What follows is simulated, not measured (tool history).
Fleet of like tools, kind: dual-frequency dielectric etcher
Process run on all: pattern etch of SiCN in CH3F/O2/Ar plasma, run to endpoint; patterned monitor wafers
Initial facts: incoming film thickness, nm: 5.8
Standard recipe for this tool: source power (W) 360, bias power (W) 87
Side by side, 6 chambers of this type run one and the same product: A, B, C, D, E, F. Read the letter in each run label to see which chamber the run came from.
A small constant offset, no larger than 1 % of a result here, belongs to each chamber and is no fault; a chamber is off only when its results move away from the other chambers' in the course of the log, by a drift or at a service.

Run 1F, hour 6.4: usual settings. Result: endpoint time (s) 15.146.
Run 2E, hour 11.1: usual settings. Result: endpoint time (s) 14.813.
Run 3A, hour 18.4: usual settings. Result: endpoint time (s) 15.051.
Run 4C, hour 24.7: usual settings. Result: endpoint time (s) 15.113.
Run 5B, hour 31.8: usual settings. Result: endpoint time (s) 14.718.
Run 6D, hour 36.2: usual settings. Result: endpoint time (s) 14.897.
Run 7D, hour 43.4: usual settings but bias power (W) 99. Result: endpoint time (s) 14.151.
Run 8B, hour 49.3: usual settings but bias power (W) 99. Result: endpoint time (s) 14.334.
At hour 55.9: chamber F: wet clean of the chamber.
Run 9E, hour 57.2: usual settings but bias power (W) 99. Result: endpoint time (s) 14.174.
Run 10C, hour 61.3: usual settings but bias power (W) 99. Result: endpoint time (s) 14.145.
Run 11A, hour 67.4: usual settings but bias power (W) 99. Result: endpoint time (s) 14.358.
Run 12F, hour 71.5: usual settings but bias power (W) 99. Result: endpoint time (s) 14.268.
Run 13B, hour 76.2: usual settings. Result: endpoint time (s) 14.986.
Run 14E, hour 81.1: usual settings. Result: endpoint time (s) 14.995.
Run 15D, hour 84.8: usual settings. Result: endpoint time (s) 14.849.
Run 16C, hour 89.2: usual settings. Result: endpoint time (s) 14.952.
Run 17F, hour 94.2: usual settings but bias power (W) 70. Result: endpoint time (s) 16.249.
At hour 99.9: chamber A: source power generator calibrated.
Run 18A, hour 102.6: usual settings but bias power (W) 70. Result: endpoint time (s) 16.341.
Run 19E, hour 109.7: usual settings but bias power (W) 70. Result: endpoint time (s) 16.164.
At hour 110.5: chamber A: wet clean of the chamber.
Run 20D, hour 115.3: usual settings but bias power (W) 70. Result: endpoint time (s) 15.860.
Run 21B, hour 119.0: usual settings but bias power (W) 70. Result: endpoint time (s) 16.101.
At hour 123.5: chamber E: wet clean of the chamber.
Run 22A, hour 127.5: usual settings but bias power (W) 70. Result: endpoint time (s) 17.207.
Run 23C, hour 134.8: usual settings. Result: endpoint time (s) 15.141.
Run 24F, hour 140.7: usual settings. Result: endpoint time (s) 14.898.
Run 25B, hour 148.5: usual settings. Result: endpoint time (s) 14.730.
Run 26C, hour 153.4: usual settings. Result: endpoint time (s) 14.927.
Run 27F, hour 158.3: usual settings. Result: endpoint time (s) 15.232.
Run 28E, hour 166.1: usual settings. Result: endpoint time (s) 14.919.
Run 29A, hour 173.7: usual settings. Result: endpoint time (s) 15.746.
Run 30D, hour 178.1: usual settings. Result: endpoint time (s) 14.981.
Run 31C, hour 183.4: usual settings. Result: endpoint time (s) 14.827.
Run 32F, hour 187.7: usual settings. Result: endpoint time (s) 14.955.
Run 33E, hour 191.7: usual settings. Result: endpoint time (s) 15.161.
Run 34A, hour 195.5: usual settings. Result: endpoint time (s) 15.951.
Run 35D, hour 201.4: usual settings but source power (W) 320, bias power (W) 102. Result: endpoint time (s) 14.632.
Run 36B, hour 208.6: usual settings but source power (W) 320, bias power (W) 102. Result: endpoint time (s) 14.650.
Run 37B, hour 212.6: usual settings but source power (W) 320, bias power (W) 102. Result: endpoint time (s) 14.610.
Run 38D, hour 218.0: usual settings but source power (W) 320, bias power (W) 102. Result: endpoint time (s) 14.670.
Run 39A, hour 222.6: usual settings but source power (W) 320, bias power (W) 102. Result: endpoint time (s) 15.445.
Run 40E, hour 227.6: usual settings but source power (W) 320, bias power (W) 102. Result: endpoint time (s) 14.681.
Run 41C, hour 233.4: usual settings. Result: endpoint time (s) 15.076.
Run 42F, hour 240.3: usual settings. Result: endpoint time (s) 15.064.
At hour 246.6: chamber B: wet clean of the chamber.
Run 43B, hour 248.2: usual settings. Result: endpoint time (s) 14.884.

Does one chamber stand apart from the rest, does the shared gauge drift, or is all well apart from small per-chamber offsets? Give the chamber and the most likely cause, where there is one.

After it was serviced, chamber A no longer matches the other chambers.
Cause: etch rate under this chamber's usual, % = 4.89.

Chamber A could run next with any of the 4 candidate recipes listed below; each alters the usual settings, and their results appear as question marks. Which one brings its results back in line with what the other chambers deliver on the usual settings?
In line here means within this much of the mean the other chambers give on the usual settings: endpoint time (s) 0.420
Run 44A-1, hour 254.4: usual settings but source power (W) 390, bias power (W) 94. Result: endpoint time (s) ?.
Run 44A-2, hour 254.4: usual settings but source power (W) 470. Result: endpoint time (s) ?.
Run 44A-3, hour 254.4: usual settings but source power (W) 330, bias power (W) 80. Result: endpoint time (s) ?.
Run 44A-4, hour 254.4: usual settings but source power (W) 260. Result: endpoint time (s) ?.

Other chambers, usual settings, mean: endpoint time (s) 14.957
  run  endpoint time (s)
44A-1             14.986
44A-2             14.400
44A-3             16.906
44A-4             17.869
The answer is 44A-1, which returns the chamber to within the allowed miss of the others.

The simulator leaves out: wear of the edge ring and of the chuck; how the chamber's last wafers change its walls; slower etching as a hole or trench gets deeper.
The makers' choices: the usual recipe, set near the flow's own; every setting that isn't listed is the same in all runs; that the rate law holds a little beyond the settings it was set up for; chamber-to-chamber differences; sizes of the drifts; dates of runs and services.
